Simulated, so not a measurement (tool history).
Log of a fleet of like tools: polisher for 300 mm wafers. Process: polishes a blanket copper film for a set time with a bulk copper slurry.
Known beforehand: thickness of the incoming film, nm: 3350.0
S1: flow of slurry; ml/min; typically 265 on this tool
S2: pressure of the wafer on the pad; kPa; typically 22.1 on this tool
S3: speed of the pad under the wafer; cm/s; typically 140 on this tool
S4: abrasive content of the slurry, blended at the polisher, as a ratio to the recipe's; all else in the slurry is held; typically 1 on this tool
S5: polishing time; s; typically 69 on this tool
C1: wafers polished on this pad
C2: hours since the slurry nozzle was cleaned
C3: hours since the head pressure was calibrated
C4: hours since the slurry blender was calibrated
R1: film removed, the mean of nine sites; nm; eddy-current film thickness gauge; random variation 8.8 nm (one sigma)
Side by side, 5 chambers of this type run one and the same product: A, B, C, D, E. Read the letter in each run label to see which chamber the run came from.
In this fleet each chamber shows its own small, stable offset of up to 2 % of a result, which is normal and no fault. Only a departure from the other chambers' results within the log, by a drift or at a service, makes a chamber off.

-- hour=3.2 chamber E: worn pad replaced by a new one
run 1B hour=5.9 | S1=265 S2=22.1 S3=140 S4=1 S5=69 | C1=398 C2=58 C3=337.4 C4=115.2 | R1=1138.5
run 2A hour=10.7 | S1=265 S2=22.1 S3=140 S4=1 S5=69 | C1=653 C2=221.9 C3=759.9 C4=19.6 | R1=1119.4
-- hour=12.1 chamber C: worn pad replaced by a new one
run 3E hour=14.2 | S1=265 S2=22.1 S3=140 S4=1 S5=69 | C1=150 C2=93 C3=206.5 C4=312.8 | R1=1140.7
-- hour=17.9 chamber A: worn pad replaced by a new one
run 4D hour=19.4 | S1=265 S2=22.1 S3=140 S4=1 S5=69 | C1=631 C2=312.7 C3=300.6 C4=321.3 | R1=1124.8
run 5C hour=24.8 | S1=265 S2=22.1 S3=140 S4=1 S5=69 | C1=174 C2=503.3 C3=628.8 C4=333.7 | R1=1132.9
run 6B hour=29.7 | S1=180 S2=22.1 S3=184 S4=1 S5=69 | C1=724 C2=81.8 C3=361.2 C4=139 | R1=1413.3
run 7C hour=32.9 | S1=180 S2=22.1 S3=184 S4=1 S5=69 | C1=285 C2=511.4 C3=636.9 C4=341.8 | R1=1401.8
-- hour=37 chamber E: slurry blender recalibrated
run 8A hour=37.1 | S1=180 S2=22.1 S3=184 S4=1 S5=69 | C1=263 C2=248.3 C3=786.3 C4=46 | R1=1420.5
-- hour=38.4 chamber A: head pressure recalibrated
-- hour=39 chamber C: slurry blender recalibrated
run 9D hour=40.3 | S1=180 S2=22.1 S3=184 S4=1 S5=69 | C1=917 C2=333.6 C3=321.5 C4=342.2 | R1=1429.1
-- hour=41.9 chamber B: slurry blender recalibrated
-- hour=43.2 chamber E: worn pad replaced by a new one
run 10E hour=45.9 | S1=180 S2=22.1 S3=184 S4=1 S5=69 | C1=37 C2=124.7 C3=238.2 C4=8.9 | R1=1423.7
run 11D hour=52 | S1=265 S2=22.1 S3=140 S4=1 S5=69 | C1=1077 C2=345.3 C3=333.2 C4=353.9 | R1=1125.6
run 12C hour=55.3 | S1=265 S2=22.1 S3=140 S4=1 S5=69 | C1=592 C2=533.8 C3=659.3 C4=16.3 | R1=1109.7
run 13A hour=59.8 | S1=265 S2=22.1 S3=140 S4=1 S5=69 | C1=574 C2=271 C3=21.5 C4=68.7 | R1=1119.2
run 14B hour=63.3 | S1=265 S2=22.1 S3=140 S4=1 S5=69 | C1=1184 C2=115.4 C3=394.8 C4=21.5 | R1=1125.9
run 15E hour=66.3 | S1=265 S2=22.1 S3=140 S4=1 S5=69 | C1=316 C2=145.1 C3=258.6 C4=29.3 | R1=1131
run 16A hour=71.3 | S1=265 S2=22.1 S3=140 S4=1 S5=69 | C1=732 C2=282.5 C3=33 C4=80.2 | R1=1108.7
-- hour=75 chamber A: worn pad replaced by a new one
run 17C hour=76.4 | S1=265 S2=22.1 S3=140 S4=1 S5=69 | C1=880 C2=554.9 C3=680.4 C4=37.4 | R1=1106.1
run 18E hour=82.4 | S1=265 S2=22.1 S3=140 S4=1 S5=69 | C1=537 C2=161.2 C3=274.7 C4=45.4 | R1=1129.4
-- hour=85.2 chamber D: worn pad replaced by a new one
-- hour=86.6 chamber A: slurry blender recalibrated
-- hour=86.6 chamber E: worn pad replaced by a new one
run 19D hour=87 | S1=265 S2=22.1 S3=140 S4=0.8 S5=69 | C1=25 C2=380.3 C3=368.2 C4=388.9 | R1=1077.7
run 20B hour=90.7 | S1=265 S2=22.1 S3=140 S4=0.8 S5=69 | C1=1559 C2=142.8 C3=422.2 C4=48.9 | R1=1065
-- hour=91.7 chamber D: head pressure recalibrated
run 21A hour=96.6 | S1=265 S2=22.1 S3=140 S4=0.8 S5=69 | C1=296 C2=307.8 C3=58.3 C4=10 | R1=1080.6
-- hour=101.4 chamber C: worn pad replaced by a new one
run 22D hour=102.3 | S1=265 S2=22.1 S3=140 S4=0.8 S5=69 | C1=234 C2=395.6 C3=10.6 C4=404.2 | R1=1099.9
run 23C hour=105.1 | S1=265 S2=22.1 S3=140 S4=0.8 S5=69 | C1=51 C2=583.6 C3=709.1 C4=66.1 | R1=1083
run 24B hour=109.4 | S1=265 S2=22.1 S3=140 S4=1 S5=69 | C1=1815 C2=161.5 C3=440.9 C4=67.6 | R1=1106.7
run 25E hour=113.1 | S1=265 S2=22.1 S3=140 S4=1 S5=69 | C1=363 C2=191.9 C3=305.4 C4=76.1 | R1=1126.5
-- hour=116.3 chamber D: slurry blender recalibrated
run 26C hour=116.7 | S1=265 S2=22.1 S3=140 S4=1 S5=69 | C1=210 C2=595.2 C3=720.7 C4=77.7 | R1=1119.8
-- hour=122 chamber E: worn pad replaced by a new one
run 27E hour=122.4 | S1=265 S2=22.1 S3=140 S4=1 S5=69 | C1=6 C2=201.2 C3=314.7 C4=85.4 | R1=1113.9
run 28A hour=125.8 | S1=265 S2=22.1 S3=140 S4=1 S5=69 | C1=696 C2=337 C3=87.5 C4=39.2 | R1=1103.9
run 29D hour=132 | S1=265 S2=22.1 S3=140 S4=1 S5=69 | C1=641 C2=425.3 C3=40.3 C4=15.7 | R1=1141.1
-- hour=133.9 chamber A: worn pad replaced by a new one
-- hour=135.6 chamber E: slurry nozzle cleaned
run 30B hour=137 | S1=265 S2=22.1 S3=140 S4=1 S5=69 | C1=2193 C2=189.1 C3=468.5 C4=95.2 | R1=1104.6
run 31E hour=143 | S1=265 S2=22.1 S3=140 S4=1 S5=69 | C1=288 C2=7.4 C3=335.3 C4=106 | R1=1134.6
run 32C hour=146.2 | S1=265 S2=22.1 S3=140 S4=1 S5=69 | C1=614 C2=624.7 C3=750.2 C4=107.2 | R1=1110.6
run 33B hour=150.4 | S1=265 S2=22.1 S3=140 S4=1 S5=69 | C1=2377 C2=202.5 C3=481.9 C4=108.6 | R1=1096.4
run 34D hour=154.8 | S1=265 S2=22.1 S3=140 S4=1 S5=69 | C1=953 C2=448.1 C3=63.1 C4=38.5 | R1=1124.6
-- hour=155 chamber E: worn pad replaced by a new one
run 35A hour=160.1 | S1=265 S2=22.1 S3=140 S4=1 S5=69 | C1=359 C2=371.3 C3=121.8 C4=73.5 | R1=1109.5
run 36D hour=166.2 | S1=265 S2=22.1 S3=140 S4=1 S5=69 | C1=1109 C2=459.5 C3=74.5 C4=49.9 | R1=1146.3
run 37A hour=169.4 | S1=265 S2=22.1 S3=140 S4=1 S5=86 | C1=486 C2=380.6 C3=131.1 C4=82.8 | R1=1376.3
run 38B hour=173.6 | S1=265 S2=22.1 S3=140 S4=1 S5=86 | C1=2694 C2=225.7 C3=505.1 C4=131.8 | R1=1358.1
-- hour=174 chamber B: slurry nozzle cleaned
run 39C hour=177 | S1=265 S2=22.1 S3=140 S4=1 S5=86 | C1=1035 C2=655.5 C3=781 C4=138 | R1=1394.7
run 40E hour=181.6 | S1=265 S2=22.1 S3=140 S4=1 S5=86 | C1=364 C2=46 C3=373.9 C4=144.6 | R1=1437.8
run 41B hour=186 | S1=265 S2=22.1 S3=140 S4=1 S5=86 | C1=2864 C2=12 C3=517.5 C4=144.2 | R1=1351.8
-- hour=187.6 chamber A: slurry blender recalibrated
run 42E hour=188.8 | S1=205 S2=22.1 S3=140 S4=1 S5=69 | C1=463 C2=53.2 C3=381.1 C4=151.8 | R1=1108.1
run 43A hour=193.4 | S1=205 S2=22.1 S3=140 S4=1 S5=69 | C1=815 C2=404.6 C3=155.1 C4=5.9 | R1=1088.3

Next, every chamber runs the same settings. What will each give?
run 44A hour=197.8 | S1=265 S2=22.1 S3=140 S4=1.15 S5=69 | R1=?
run 44B hour=197.8 | S1=265 S2=22.1 S3=140 S4=1.15 S5=69 | R1=?
run 44C hour=197.8 | S1=265 S2=22.1 S3=140 S4=1.15 S5=69 | R1=?
run 44D hour=197.8 | S1=265 S2=22.1 S3=140 S4=1.15 S5=69 | R1=?
run 44E hour=197.8 | S1=265 S2=22.1 S3=140 S4=1.15 S5=69 | R1=?

run=44A R1=1162.7
run=44B R1=1101.5
run=44C R1=1143.4
run=44D R1=1165.8
run=44E R1=1163.9

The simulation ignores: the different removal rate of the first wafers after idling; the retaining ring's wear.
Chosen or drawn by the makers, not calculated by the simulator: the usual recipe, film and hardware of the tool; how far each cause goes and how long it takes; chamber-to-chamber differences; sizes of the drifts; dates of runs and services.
